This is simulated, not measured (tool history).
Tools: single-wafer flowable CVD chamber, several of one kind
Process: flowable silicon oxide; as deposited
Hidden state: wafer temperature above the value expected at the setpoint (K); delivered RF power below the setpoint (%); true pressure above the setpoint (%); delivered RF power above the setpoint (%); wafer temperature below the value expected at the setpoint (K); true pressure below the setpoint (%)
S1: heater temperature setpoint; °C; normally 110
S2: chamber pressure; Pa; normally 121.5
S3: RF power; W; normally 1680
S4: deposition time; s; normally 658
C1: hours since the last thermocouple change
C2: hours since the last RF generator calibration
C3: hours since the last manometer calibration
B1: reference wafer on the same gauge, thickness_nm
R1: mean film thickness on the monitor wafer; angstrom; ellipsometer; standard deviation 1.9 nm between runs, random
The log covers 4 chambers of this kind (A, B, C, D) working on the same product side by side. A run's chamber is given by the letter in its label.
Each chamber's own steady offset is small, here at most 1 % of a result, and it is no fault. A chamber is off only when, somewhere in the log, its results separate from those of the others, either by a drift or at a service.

Run 1D, day 0.554: usual settings; C1 1901.4; C2 509.7; C3 787.1; B1 294.00. Result: R1 3235.7 angstrom.
Run 2A, day 1.175: usual settings; C1 1123.5; C2 630.7; C3 1082.2; B1 294.25. Result: R1 3180.6 angstrom.
Run 3B, day 1.812: usual settings; C1 1287.4; C2 2445.1; C3 1278.9; B1 294.08. Result: R1 3252.5 angstrom.
Run 4C, day 2.488: usual settings; C1 1309.7; C2 1387.2; C3 1085.6; B1 294.39. Result: R1 3220.1 angstrom.
Run 5D, day 2.800: usual settings; C1 1955.3; C2 563.6; C3 841.0; B1 293.89. Result: R1 3234.1 angstrom.
Run 6C, day 3.329: usual settings but S1 117 °C; C1 1329.9; C2 1407.4; C3 1105.8; B1 294.72. Result: R1 2596.8 angstrom.
Run 7A, day 3.642: usual settings but S1 117 °C; C1 1182.7; C2 689.9; C3 1141.4; B1 294.16. Result: R1 2574.8 angstrom.
Run 8B, day 4.233: usual settings but S1 117 °C; C1 1345.5; C2 2503.2; C3 1337.0; B1 294.08. Result: R1 2602.6 angstrom.
Run 9A, day 4.862: usual settings but S1 117 °C; C1 1212.0; C2 719.2; C3 1170.7; B1 294.06. Result: R1 2572.6 angstrom.
Run 10B, day 5.267: usual settings; C1 1370.3; C2 2528.0; C3 1361.8; B1 293.89. Result: R1 3269.2 angstrom.
Run 11D, day 5.588: usual settings; C1 2022.2; C2 630.5; C3 907.9; B1 294.07. Result: R1 3276.4 angstrom.
Run 12C, day 6.054: usual settings; C1 1395.3; C2 1472.8; C3 1171.2; B1 293.91. Result: R1 3190.0 angstrom.
Run 13D, day 6.362: usual settings; C1 2040.8; C2 649.1; C3 926.5; B1 294.53. Result: R1 3280.4 angstrom.
Run 14A, day 7.021: usual settings; C1 1263.8; C2 771.0; C3 1222.5; B1 293.51. Result: R1 3196.8 angstrom.
Run 15C, day 7.517: usual settings; C1 1430.4; C2 1507.9; C3 1206.3; B1 294.04. Result: R1 3223.2 angstrom.
Run 16B, day 8.075: usual settings; C1 1437.7; C2 2595.4; C3 1429.2; B1 294.04. Result: R1 3302.6 angstrom.
Run 17B, day 8.725: usual settings; C1 1453.3; C2 2611.0; C3 1444.8; B1 293.87. Result: R1 3254.4 angstrom.
Run 18C, day 9.108: usual settings; C1 1468.6; C2 1546.1; C3 1244.5; B1 294.01. Result: R1 3199.4 angstrom.
Run 19D, day 9.629: usual settings; C1 2119.2; C2 727.5; C3 1004.9; B1 293.84. Result: R1 3248.5 angstrom.
Run 20A, day 9.962: usual settings; C1 1334.4; C2 841.6; C3 1293.1; B1 293.52. Result: R1 3204.8 angstrom.
Run 21B, day 10.367: usual settings; C1 1492.7; C2 2650.4; C3 1484.2; B1 293.42. Result: R1 3274.0 angstrom.
At day 10.408: chamber B: RF generator calibrated.
At day 10.417: chamber D: thermocouple changed; heater temperature recalibrated.
Run 22C, day 10.779: usual settings; C1 1508.7; C2 1586.2; C3 1284.6; B1 294.24. Result: R1 3194.5 angstrom.
Run 23A, day 11.096: usual settings; C1 1361.6; C2 868.8; C3 1320.3; B1 294.10. Result: R1 3202.7 angstrom.
Run 24D, day 11.550: usual settings; C1 27.3; C2 773.6; C3 1051.0; B1 294.33. Result: R1 3424.8 angstrom.
At day 11.700: chamber B: thermocouple changed; heater temperature recalibrated.
Run 25D, day 11.883: usual settings; C1 35.3; C2 781.6; C3 1059.0; B1 293.98. Result: R1 3453.2 angstrom.
Run 26A, day 12.221: usual settings but S1 105 °C, S2 147.7 Pa; C1 1388.6; C2 895.8; C3 1347.3; B1 294.03. Result: R1 4707.4 angstrom.
At day 12.825: chamber C: RF generator calibrated.
Run 27C, day 12.825: usual settings but S1 105 °C, S2 147.7 Pa; C1 1557.8; C2 0.1; C3 1333.7; B1 294.49. Result: R1 4818.7 angstrom.
At day 13.092: chamber A: RF generator calibrated.
Run 28B, day 13.258: usual settings but S1 105 °C, S2 147.7 Pa; C1 37.4; C2 68.5; C3 1553.6; B1 293.83. Result: R1 4830.1 angstrom.
Run 29C, day 13.783: usual settings but S1 105 °C, S2 147.7 Pa; C1 1580.8; C2 23.1; C3 1356.7; B1 293.63. Result: R1 4786.8 angstrom.
Run 30A, day 14.396: usual settings; C1 1440.8; C2 31.3; C3 1399.5; B1 293.91. Result: R1 3201.2 angstrom.
Run 31B, day 14.996: usual settings; C1 79.1; C2 110.2; C3 1595.3; B1 293.87. Result: R1 3232.3 angstrom.
Run 32D, day 15.517: usual settings; C1 122.5; C2 868.8; C3 1146.2; B1 294.35. Result: R1 3401.3 angstrom.
Run 33B, day 16.042: usual settings; C1 104.2; C2 135.3; C3 1620.4; B1 293.91. Result: R1 3239.4 angstrom.
Run 34D, day 16.650: usual settings; C1 149.7; C2 896.0; C3 1173.4; B1 294.11. Result: R1 3428.3 angstrom.
Run 35A, day 17.279: usual settings; C1 1510.0; C2 100.5; C3 1468.7; B1 293.77. Result: R1 3230.9 angstrom.
Run 36C, day 17.954: usual settings; C1 1680.9; C2 123.2; C3 1456.8; B1 293.80. Result: R1 3226.9 angstrom.

Each of the 4 chambers runs these same settings next. Fill in every chamber's results:
Run 37A, day 18.454: usual settings but S1 118 °C. Result: R1 ?.
Run 37B, day 18.454: usual settings but S1 118 °C. Result: R1 ?.
Run 37C, day 18.454: usual settings but S1 118 °C. Result: R1 ?.
Run 37D, day 18.454: usual settings but S1 118 °C. Result: R1 ?.

run      R1
37A  2500.2
37B  2557.6
37C  2513.5
37D  2650.2
